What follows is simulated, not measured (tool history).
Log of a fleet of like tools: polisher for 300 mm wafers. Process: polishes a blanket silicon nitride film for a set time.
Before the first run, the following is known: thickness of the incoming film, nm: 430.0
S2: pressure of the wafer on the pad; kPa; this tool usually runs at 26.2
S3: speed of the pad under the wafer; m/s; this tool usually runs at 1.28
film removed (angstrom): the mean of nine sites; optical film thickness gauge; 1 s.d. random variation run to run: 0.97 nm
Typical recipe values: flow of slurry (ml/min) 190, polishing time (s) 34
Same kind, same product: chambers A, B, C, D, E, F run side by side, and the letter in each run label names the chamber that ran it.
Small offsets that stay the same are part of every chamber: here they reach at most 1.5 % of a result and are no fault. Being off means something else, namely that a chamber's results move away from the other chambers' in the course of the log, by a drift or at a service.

At hour 3.4: chamber E: worn pad replaced by a new one.
Run 1E, hour 6.1: usual settings. Result: film removed (angstrom) 674.57.
At hour 8.6: chamber B: slurry nozzle cleaned.
Run 2C, hour 11.4: usual settings. Result: film removed (angstrom) 652.98.
At hour 14.7: chamber A: worn pad replaced by a new one.
At hour 18.7: chamber B: worn pad replaced by a new one.
Run 3D, hour 19.8: usual settings. Result: film removed (angstrom) 657.76.
Run 4B, hour 25.7: usual settings. Result: film removed (angstrom) 657.25.
Run 5F, hour 32.4: usual settings. Result: film removed (angstrom) 635.08.
At hour 33.2: chamber F: worn pad replaced by a new one.
At hour 33.2: chamber D: worn pad replaced by a new one.
Run 6A, hour 37.1: usual settings. Result: film removed (angstrom) 657.61.
Run 7B, hour 41.4: usual settings. Result: film removed (angstrom) 650.11.
Run 8C, hour 48.4: usual settings but S2 33.1 kPa, polishing time (s) 28. Result: film removed (angstrom) 676.
At hour 53.7: chamber C: worn pad replaced by a new one.
Run 9A, hour 55: usual settings but S2 33.1 kPa, polishing time (s) 28. Result: film removed (angstrom) 686.04.
Run 10E, hour 62.2: usual settings but S2 33.1 kPa, polishing time (s) 28. Result: film removed (angstrom) 688.45.
At hour 62.9: chamber E: worn pad replaced by a new one.
Run 11F, hour 66: usual settings but S2 33.1 kPa, polishing time (s) 28. Result: film removed (angstrom) 666.08.
At hour 73.7: chamber C: head pressure recalibrated.
Run 12D, hour 73.8: usual settings but S2 33.1 kPa, polishing time (s) 28. Result: film removed (angstrom) 696.63.
Run 13C, hour 81: usual settings but S2 33.1 kPa, polishing time (s) 28. Result: film removed (angstrom) 698.33.
At hour 85.3: chamber B: worn pad replaced by a new one.
Run 14F, hour 87.4: usual settings. Result: film removed (angstrom) 656.79.
Run 15E, hour 93.6: usual settings. Result: film removed (angstrom) 662.42.
Run 16D, hour 98.1: usual settings. Result: film removed (angstrom) 666.57.
At hour 98.7: chamber C: worn pad replaced by a new one.
At hour 99.7: chamber A: worn pad replaced by a new one.
At hour 100.1: chamber F: worn pad replaced by a new one.
Run 17A, hour 105.6: usual settings. Result: film removed (angstrom) 634.44.
Run 18B, hour 113.5: usual settings. Result: film removed (angstrom) 659.73.
At hour 115.3: chamber F: slurry nozzle cleaned.
Run 19F, hour 117.5: usual settings. Result: film removed (angstrom) 654.85.
At hour 118.3: chamber E: worn pad replaced by a new one.
At hour 121.3: chamber D: worn pad replaced by a new one.
Run 20C, hour 125.6: usual settings. Result: film removed (angstrom) 652.48.
Run 21E, hour 131.5: usual settings. Result: film removed (angstrom) 666.5.
Run 22A, hour 138.8: usual settings. Result: film removed (angstrom) 667.94.
Run 23B, hour 144.2: usual settings. Result: film removed (angstrom) 667.27.
At hour 146.6: chamber B: worn pad replaced by a new one.
At hour 148.8: chamber C: worn pad replaced by a new one.
Run 24D, hour 149.2: usual settings. Result: film removed (angstrom) 669.11.
Run 25E, hour 153.4: usual settings but S3 0.88 m/s. Result: film removed (angstrom) 484.97.
Run 26F, hour 160.5: usual settings but S3 0.88 m/s. Result: film removed (angstrom) 482.4.
At hour 164.4: chamber E: worn pad replaced by a new one.
Run 27A, hour 167.4: usual settings but S3 0.88 m/s. Result: film removed (angstrom) 486.89.
At hour 169.8: chamber F: worn pad replaced by a new one.
Run 28D, hour 171.3: usual settings but S3 0.88 m/s. Result: film removed (angstrom) 495.58.
Run 29B, hour 176.4: usual settings but S3 0.88 m/s. Result: film removed (angstrom) 486.68.
At hour 183.2: chamber A: worn pad replaced by a new one.
Run 30C, hour 184.1: usual settings but S3 0.88 m/s. Result: film removed (angstrom) 483.18.
Run 31E, hour 190.1: usual settings. Result: film removed (angstrom) 662.4.
At hour 194.3: chamber A: slurry nozzle cleaned.
Run 32D, hour 197: usual settings. Result: film removed (angstrom) 650.29.
At hour 199.7: chamber C: worn pad replaced by a new one.
Run 33F, hour 203.5: usual settings. Result: film removed (angstrom) 665.45.
Run 34B, hour 207.8: usual settings. Result: film removed (angstrom) 654.7.
At hour 208.2: chamber D: worn pad replaced by a new one.
At hour 208.5: chamber B: worn pad replaced by a new one.
Run 35A, hour 214.1: usual settings. Result: film removed (angstrom) 652.01.
At hour 216.5: chamber E: worn pad replaced by a new one.
Run 36C, hour 219.1: usual settings. Result: film removed (angstrom) 657.36.
Run 37C, hour 227.5: usual settings. Result: film removed (angstrom) 648.
Run 38B, hour 235.9: usual settings. Result: film removed (angstrom) 669.89.
At hour 239.9: chamber F: worn pad replaced by a new one.
Run 39D, hour 241.3: usual settings. Result: film removed (angstrom) 651.96.
Run 40E, hour 246.3: usual settings. Result: film removed (angstrom) 656.51.
Run 41A, hour 251.7: usual settings. Result: film removed (angstrom) 644.57.
At hour 255.7: chamber B: slurry nozzle cleaned.
Run 42F, hour 255.9: usual settings. Result: film removed (angstrom) 661.15.
Run 43B, hour 262.1: usual settings but flow of slurry (ml/min) 225, polishing time (s) 40. Result: film removed (angstrom) 768.16.

One chamber off, gauge drift, or nothing amiss beyond the chambers' own small offsets? If it is a chamber, which one, and what is the likeliest cause?

Neither any chamber nor the gauge drifts; the chambers differ only by their own small, steady offsets.
